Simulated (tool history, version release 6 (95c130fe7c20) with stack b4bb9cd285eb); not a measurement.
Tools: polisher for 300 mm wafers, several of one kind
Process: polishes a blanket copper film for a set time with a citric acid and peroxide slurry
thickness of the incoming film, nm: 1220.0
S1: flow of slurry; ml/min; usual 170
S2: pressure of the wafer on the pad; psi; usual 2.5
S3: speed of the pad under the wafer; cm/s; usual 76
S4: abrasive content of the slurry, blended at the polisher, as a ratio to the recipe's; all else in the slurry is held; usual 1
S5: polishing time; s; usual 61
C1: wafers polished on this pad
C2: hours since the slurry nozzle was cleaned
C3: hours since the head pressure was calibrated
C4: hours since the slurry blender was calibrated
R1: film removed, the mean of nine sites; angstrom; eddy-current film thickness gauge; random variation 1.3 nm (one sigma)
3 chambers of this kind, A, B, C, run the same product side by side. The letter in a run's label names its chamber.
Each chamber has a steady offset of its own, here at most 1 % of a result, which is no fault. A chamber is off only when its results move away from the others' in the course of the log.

{"hour": 1.8, "done": "chamber A: slurry blender recalibrated"}
{"hour": 2.6, "done": "chamber B: worn pad replaced by a new one"}
{"run": "1C", "hour": 4.8, "S1": 170, "S2": 2.5, "S3": 76, "S4": 1, "S5": 61, "C1": 307, "C2": 793.9, "C3": 347.6, "C4": 267.1, "R1": 890.18}
{"hour": 8.3, "done": "chamber A: worn pad replaced by a new one"}
{"run": "2A", "hour": 11.3, "S1": 170, "S2": 2.5, "S3": 76, "S4": 1, "S5": 61, "C1": 42, "C2": 478.5, "C3": 762.3, "C4": 9.6, "R1": 958.2}
{"hour": 11.7, "done": "chamber B: slurry blender recalibrated"}
{"run": "3B", "hour": 15.9, "S1": 170, "S2": 2.5, "S3": 76, "S4": 1, "S5": 61, "C1": 185, "C2": 348.6, "C3": 140.5, "C4": 4.3, "R1": 913.47}
{"run": "4C", "hour": 20.4, "S1": 170, "S2": 2.5, "S3": 76, "S4": 1, "S5": 61, "C1": 523, "C2": 809.5, "C3": 363.2, "C4": 282.7, "R1": 890.73}
{"hour": 21.4, "done": "chamber C: worn pad replaced by a new one"}
{"run": "5A", "hour": 26.9, "S1": 170, "S2": 2.5, "S3": 76, "S4": 1, "S5": 61, "C1": 258, "C2": 494.1, "C3": 777.9, "C4": 25.2, "R1": 914.92}
{"run": "6B", "hour": 31.3, "S1": 170, "S2": 2.5, "S3": 76, "S4": 1, "S5": 61, "C1": 398, "C2": 364, "C3": 155.9, "C4": 19.7, "R1": 921.75}
{"run": "7B", "hour": 37.9, "S1": 170, "S2": 2.5, "S3": 76, "S4": 1.15, "S5": 61, "C1": 490, "C2": 370.6, "C3": 162.5, "C4": 26.3, "R1": 923.47}
{"run": "8C", "hour": 43.9, "S1": 170, "S2": 2.5, "S3": 76, "S4": 1.15, "S5": 61, "C1": 311, "C2": 833, "C3": 386.7, "C4": 306.2, "R1": 948.88}
{"run": "9A", "hour": 47.3, "S1": 170, "S2": 2.5, "S3": 76, "S4": 1.15, "S5": 61, "C1": 541, "C2": 514.5, "C3": 798.3, "C4": 45.6, "R1": 937.48}
{"hour": 49.2, "done": "chamber B: slurry nozzle cleaned"}
{"run": "10A", "hour": 50.3, "S1": 170, "S2": 2.5, "S3": 76, "S4": 1.2, "S5": 61, "C1": 582, "C2": 517.5, "C3": 801.3, "C4": 48.6, "R1": 957.36}
{"hour": 51.0, "done": "chamber B: worn pad replaced by a new one"}
{"run": "11B", "hour": 54.3, "S1": 170, "S2": 2.5, "S3": 76, "S4": 1.2, "S5": 61, "C1": 46, "C2": 5.2, "C3": 178.9, "C4": 42.7, "R1": 976.33}
{"run": "12C", "hour": 57.6, "S1": 170, "S2": 2.5, "S3": 76, "S4": 1.2, "S5": 61, "C1": 501, "C2": 846.7, "C3": 400.4, "C4": 319.9, "R1": 935.48}
{"run": "13C", "hour": 60.6, "S1": 170, "S2": 2.5, "S3": 76, "S4": 1, "S5": 61, "C1": 543, "C2": 849.7, "C3": 403.4, "C4": 322.9, "R1": 924.63}
{"hour": 63.0, "done": "chamber C: worn pad replaced by a new one"}
{"run": "14A", "hour": 66.1, "S1": 170, "S2": 3.1, "S3": 76, "S4": 1.2, "S5": 61, "C1": 801, "C2": 533.3, "C3": 817.1, "C4": 64.4, "R1": 1188.3}
{"run": "15B", "hour": 70.7, "S1": 170, "S2": 3.1, "S3": 76, "S4": 1.2, "S5": 61, "C1": 273, "C2": 21.6, "C3": 195.3, "C4": 59.1, "R1": 1220.7}
{"run": "16C", "hour": 75.3, "S1": 170, "S2": 3.1, "S3": 76, "S4": 1.2, "S5": 61, "C1": 170, "C2": 864.4, "C3": 418.1, "C4": 337.6, "R1": 1174.8}
{"hour": 78.5, "done": "chamber A: head pressure recalibrated"}
{"hour": 80.2, "done": "chamber A: worn pad replaced by a new one"}
{"run": "17B", "hour": 81.6, "S1": 170, "S2": 2.5, "S3": 76, "S4": 1, "S5": 61, "C1": 424, "C2": 32.5, "C3": 206.2, "C4": 70, "R1": 958.78}
{"run": "18A", "hour": 84.9, "S1": 170, "S2": 2.5, "S3": 76, "S4": 1, "S5": 61, "C1": 65, "C2": 552.1, "C3": 6.5, "C4": 83.2, "R1": 904.95}
{"run": "19A", "hour": 89.4, "S1": 170, "S2": 2.5, "S3": 76, "S4": 1, "S5": 61, "C1": 127, "C2": 556.6, "C3": 11, "C4": 87.7, "R1": 922.05}
{"run": "20B", "hour": 93.0, "S1": 170, "S2": 2.5, "S3": 76, "S4": 1, "S5": 61, "C1": 582, "C2": 43.9, "C3": 217.6, "C4": 81.4, "R1": 941.86}
{"hour": 93.8, "done": "chamber B: worn pad replaced by a new one"}
{"run": "21C", "hour": 97.4, "S1": 170, "S2": 2.5, "S3": 76, "S4": 1, "S5": 61, "C1": 476, "C2": 886.5, "C3": 440.2, "C4": 359.7, "R1": 892.06}
{"hour": 98.8, "done": "chamber C: worn pad replaced by a new one"}
{"run": "22A", "hour": 101.8, "S1": 170, "S2": 2.5, "S3": 76, "S4": 0.9, "S5": 61, "C1": 299, "C2": 569, "C3": 23.4, "C4": 100.1, "R1": 926.5}
{"run": "23B", "hour": 107.2, "S1": 170, "S2": 2.5, "S3": 76, "S4": 0.9, "S5": 61, "C1": 186, "C2": 58.1, "C3": 231.8, "C4": 95.6, "R1": 959.35}
{"run": "24C", "hour": 112.8, "S1": 170, "S2": 2.5, "S3": 76, "S4": 0.9, "S5": 61, "C1": 193, "C2": 901.9, "C3": 455.6, "C4": 375.1, "R1": 871.64}
{"run": "25A", "hour": 117.0, "S1": 170, "S2": 2.5, "S3": 76, "S4": 1, "S5": 61, "C1": 510, "C2": 584.2, "C3": 38.6, "C4": 115.3, "R1": 917.53}
{"run": "26C", "hour": 120.3, "S1": 170, "S2": 2.5, "S3": 76, "S4": 1, "S5": 61, "C1": 297, "C2": 909.4, "C3": 463.1, "C4": 382.6, "R1": 896.81}
{"run": "27B", "hour": 124.4, "S1": 170, "S2": 2.5, "S3": 76, "S4": 1, "S5": 61, "C1": 425, "C2": 75.3, "C3": 249, "C4": 112.8, "R1": 987.58}
{"run": "28C", "hour": 130.2, "S1": 170, "S2": 2.5, "S3": 76, "S4": 1, "S5": 61, "C1": 435, "C2": 919.3, "C3": 473, "C4": 392.5, "R1": 917.69}
{"run": "29A", "hour": 133.6, "S1": 170, "S2": 2.5, "S3": 76, "S4": 1, "S5": 61, "C1": 739, "C2": 600.8, "C3": 55.2, "C4": 131.9, "R1": 914.89}
{"hour": 134.8, "done": "chamber B: worn pad replaced by a new one"}
{"hour": 135.1, "done": "chamber C: worn pad replaced by a new one"}
{"hour": 136.4, "done": "chamber C: slurry blender recalibrated"}
{"run": "30B", "hour": 138.5, "S1": 170, "S2": 1.7, "S3": 76, "S4": 1, "S5": 61, "C1": 51, "C2": 89.4, "C3": 263.1, "C4": 126.9, "R1": 685.84}
{"run": "31A", "hour": 141.9, "S1": 170, "S2": 1.7, "S3": 76, "S4": 1, "S5": 61, "C1": 854, "C2": 609.1, "C3": 63.5, "C4": 140.2, "R1": 634.07}
{"run": "32C", "hour": 147.4, "S1": 170, "S2": 1.7, "S3": 76, "S4": 1, "S5": 61, "C1": 170, "C2": 936.5, "C3": 490.2, "C4": 11, "R1": 644.55}
{"run": "33B", "hour": 150.4, "S1": 170, "S2": 2.5, "S3": 76, "S4": 1, "S5": 61, "C1": 216, "C2": 101.3, "C3": 275, "C4": 138.8, "R1": 998.48}
{"run": "34A", "hour": 156.6, "S1": 170, "S2": 2.5, "S3": 76, "S4": 1, "S5": 61, "C1": 1058, "C2": 623.8, "C3": 78.2, "C4": 154.9, "R1": 931.09}
{"hour": 156.9, "done": "chamber A: worn pad replaced by a new one"}
{"run": "35C", "hour": 162.1, "S1": 170, "S2": 2.5, "S3": 76, "S4": 1, "S5": 61, "C1": 374, "C2": 951.2, "C3": 504.9, "C4": 25.7, "R1": 898.48}
{"run": "36B", "hour": 167.6, "S1": 170, "S2": 2.5, "S3": 76, "S4": 1, "S5": 61, "C1": 454, "C2": 118.5, "C3": 292.2, "C4": 156, "R1": 1010.6}
{"hour": 168.2, "done": "chamber C: worn pad replaced by a new one"}
{"hour": 171.9, "done": "chamber B: slurry blender recalibrated"}
{"run": "37A", "hour": 173.7, "S1": 225, "S2": 2.5, "S3": 76, "S4": 1, "S5": 61, "C1": 233, "C2": 640.9, "C3": 95.3, "C4": 172, "R1": 970.33}
{"hour": 175.0, "done": "chamber B: worn pad replaced by a new one"}
{"run": "38B", "hour": 178.1, "S1": 225, "S2": 2.5, "S3": 76, "S4": 1, "S5": 61, "C1": 43, "C2": 129, "C3": 302.7, "C4": 6.3, "R1": 1044.9}
{"run": "39C", "hour": 184.1, "S1": 225, "S2": 2.5, "S3": 76, "S4": 1, "S5": 61, "C1": 220, "C2": 973.2, "C3": 526.9, "C4": 47.7, "R1": 940.73}

All 3 chambers run these settings next. Forecast each chamber's results:
{"run": "40A", "hour": 188.8, "S1": 170, "S2": 2.5, "S3": 76, "S4": 1, "S5": 61, "R1": "?"}
{"run": "40B", "hour": 188.8, "S1": 170, "S2": 2.5, "S3": 76, "S4": 1, "S5": 61, "R1": "?"}
{"run": "40C", "hour": 188.8, "S1": 170, "S2": 2.5, "S3": 76, "S4": 1, "S5": 61, "R1": "?"}

run=40A R1=913.37
run=40B R1=1042
run=40C R1=904.75

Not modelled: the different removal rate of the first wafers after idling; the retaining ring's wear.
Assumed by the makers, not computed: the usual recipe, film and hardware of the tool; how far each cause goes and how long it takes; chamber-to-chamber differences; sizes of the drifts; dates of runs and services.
